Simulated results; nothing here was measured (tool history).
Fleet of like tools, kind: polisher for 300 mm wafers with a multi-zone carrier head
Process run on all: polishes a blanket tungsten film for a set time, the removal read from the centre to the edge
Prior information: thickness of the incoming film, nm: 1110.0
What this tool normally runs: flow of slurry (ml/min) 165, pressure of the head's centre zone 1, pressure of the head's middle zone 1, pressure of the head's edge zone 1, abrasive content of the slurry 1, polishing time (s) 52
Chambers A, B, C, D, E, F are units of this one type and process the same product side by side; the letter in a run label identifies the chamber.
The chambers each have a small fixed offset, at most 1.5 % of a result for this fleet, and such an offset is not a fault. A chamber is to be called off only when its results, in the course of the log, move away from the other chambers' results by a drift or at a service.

run,day,flow of slurry (ml/min),pressure of the head's centre zone,pressure of the head's middle zone,pressure of the head's edge zone,abrasive content of the slurry,polishing time (s),wafers polished on this pad,hours since the slurry nozzle was cleaned,hours since the centre zone pressure was calibrated,hours since the edge zone pressure was calibrated,film removed at the wafer's centre (Å),film removed at mid-radius (Å),film removed at the wafer's edge (Å)
# day 0.379: chamber D: worn pad replaced by a new one
1C,0.471,165,1,1,1,1,52,576,559.4,728.4,276.2,3302.4,3372.3,3295.2
# day 0.521: chamber F: centre zone pressure recalibrated
2B,0.825,165,1,1,1,1,52,886,130.9,425.8,153,3314,3321.9,3256.9
# day 0.917: chamber C: worn pad replaced by a new one
# day 1.204: chamber B: worn pad replaced by a new one
3F,1.262,165,1,1,1,1,52,459,345.6,17.8,191.1,3288.1,3278.2,3250.6
# day 1.35: chamber D: slurry nozzle cleaned
4D,1.65,165,1,1,1,1,52,299,7.2,537.2,471.8,3295.7,3325.1,3359.7
# day 1.896: chamber E: slurry nozzle cleaned
# day 2.096: chamber E: worn pad replaced by a new one
5A,2.142,165,1,1,1,1,52,845,125.4,699,57.2,3329.7,3324.6,3368.3
# day 2.3: chamber D: centre zone pressure recalibrated
# day 2.333: chamber F: worn pad replaced by a new one
# day 2.538: chamber D: edge zone pressure recalibrated
6E,2.612,165,1,1,1,1,52,122,17.2,403,1086.6,3319.8,3293.7,3372.8
7C,2.862,165,1,1,1,1,52,459,616.8,785.8,333.6,3273.7,3349.9,3277.4
# day 2.912: chamber A: worn pad replaced by a new one
8F,3.138,165,1,1,1,1,52,190,390.6,62.8,236.1,3351.8,3283.1,3381.3
9E,3.471,165,1,1,1,1,52,324,37.8,423.6,1107.2,3326.2,3292.5,3319.5
10B,3.754,165,1,1,1,1,52,601,201.2,496.1,223.3,3319,3358.7,3273.4
# day 4.004: chamber C: worn pad replaced by a new one
# day 4.117: chamber B: slurry nozzle cleaned
11D,4.167,165,1,1,1,1,52,893,67.6,44.9,39.2,3326.8,3332.7,3307.3
# day 4.388: chamber F: slurry nozzle cleaned
12A,4.683,165,0.94,1,1,1.15,52,418,186.4,760,118.2,3198.9,3504.1,3463.8
13F,4.938,165,0.94,1,1,1.15,52,614,13.3,106,279.3,3197.1,3396.5,3391.6
# day 5.138: chamber B: worn pad replaced by a new one
# day 5.196: chamber E: worn pad replaced by a new one
14E,5.267,165,0.94,1,1,1.15,52,16,80.9,466.7,1150.3,3235.3,3412.7,3426.2
# day 5.596: chamber F: worn pad replaced by a new one
15B,5.675,165,0.94,1,1,1.15,52,126,37.5,542.2,269.4,3150.7,3462,3423.2
16D,6.062,165,0.94,1,1,1.15,52,1339,113.1,90.4,84.7,3212.1,3491.3,3499.8
# day 6.104: chamber C: centre zone pressure recalibrated
# day 6.338: chamber D: worn pad replaced by a new one
17C,6.588,165,0.94,1,1,1.15,52,609,706.2,11.6,423,3454.1,3494.2,3463.1
# day 6.65: chamber C: worn pad replaced by a new one
# day 6.733: chamber E: centre zone pressure recalibrated
18A,7.033,165,1,1.1,1,1,52,972,242.8,816.4,174.6,3269,3711.7,3379
# day 7.054: chamber C: edge zone pressure recalibrated
19E,7.579,165,1,1.1,1,1,52,561,136.4,20.4,1205.8,3343.6,3634.6,3333.3
# day 7.9: chamber A: worn pad replaced by a new one
20B,7.946,165,1,1.1,1,1,52,662,92,596.7,323.9,3308.3,3613.9,3304.5
21D,8.379,165,1,1.1,1,1,52,482,168.7,146,140.3,3301.9,3682.9,3308.4
# day 8.4: chamber B: worn pad replaced by a new one
# day 8.596: chamber E: worn pad replaced by a new one
22F,8.712,165,1,1.1,1,1,52,735,103.9,196.6,369.9,3274.2,3574.9,3317.4
# day 8.829: chamber F: worn pad replaced by a new one
# day 9.208: chamber C: worn pad replaced by a new one
23A,9.233,165,1,1.1,1,1,52,315,295.6,869.2,227.4,3326.5,3613,3344.6
24C,9.775,165,1,1,1.06,1,52,134,782.7,88.1,65.3,3629.2,3367.6,3448.4
# day 9.888: chamber E: edge zone pressure recalibrated
25F,10.162,165,1,1,1.06,1,52,315,138.7,231.4,404.7,3349.6,3291.5,3513.4
26D,10.675,165,1,1,1.06,1,52,1023,223.8,201.1,195.4,3339.9,3314.6,3408.3
27C,11.025,165,1,1,1.06,1,52,428,812.7,118.1,95.3,3581.4,3331.4,3437
# day 11.054: chamber A: centre zone pressure recalibrated
28A,11.521,165,1,1,1.06,1,52,854,350.5,11.3,282.3,3335.9,3352.7,3475.4
# day 11.562: chamber D: worn pad replaced by a new one
# day 11.779: chamber E: worn pad replaced by a new one
29B,12.012,165,1,1,1.06,1,52,851,189.6,694.3,421.5,3320.4,3328.7,3427.8
# day 12.062: chamber C: slurry nozzle cleaned
# day 12.108: chamber B: worn pad replaced by a new one
# day 12.225: chamber C: worn pad replaced by a new one
# day 12.258: chamber F: worn pad replaced by a new one
30E,12.421,165,1,1,1,1,52,151,252.6,136.6,60.9,3333.8,3265,3269.8
# day 12.575: chamber A: worn pad replaced by a new one
31F,12.896,165,1,1,1,1,52,151,204.3,297,470.3,3278.4,3261.7,3327
32B,13.375,165,1,1,1,1,52,298,222.3,727,454.2,3293.2,3288.4,3239.5
33D,13.621,200,1,0.92,1,1,52,485,294.5,271.8,266.1,3428.1,3193.9,3474.2
34C,13.925,200,1,0.92,1,1,52,401,44.7,187.7,164.9,3709.8,3188.8,3373.7
35A,14.162,200,1,0.92,1,1,52,374,413.9,74.7,345.7,3438.9,3203.8,3375.5
36E,14.521,200,1,0.92,1,1,52,646,303,187,111.3,3416,3163.3,3382.5
37C,14.812,200,1,0.92,1,1,52,610,66,209,186.2,3713,3133.8,3444.2

All 6 chambers run these settings next. Forecast each chamber's results:
38A,15.208,165,1,1,1,1,52,,,,,?,?,?
38B,15.208,165,1,1,1,1,52,,,,,?,?,?
38C,15.208,165,1,1,1,1,52,,,,,?,?,?
38D,15.208,165,1,1,1,1,52,,,,,?,?,?
38E,15.208,165,1,1,1,1,52,,,,,?,?,?
38F,15.208,165,1,1,1,1,52,,,,,?,?,?

run,film removed at the wafer's centre (Å),film removed at mid-radius (Å),film removed at the wafer's edge (Å)
38A,3298.5,3369.8,3344.9
38B,3304.9,3347.5,3335.5
38C,3547.6,3293.1,3303.4
38D,3335,3339.6,3320.2
38E,3358.6,3280,3290.5
38F,3298.7,3286.8,3327.2

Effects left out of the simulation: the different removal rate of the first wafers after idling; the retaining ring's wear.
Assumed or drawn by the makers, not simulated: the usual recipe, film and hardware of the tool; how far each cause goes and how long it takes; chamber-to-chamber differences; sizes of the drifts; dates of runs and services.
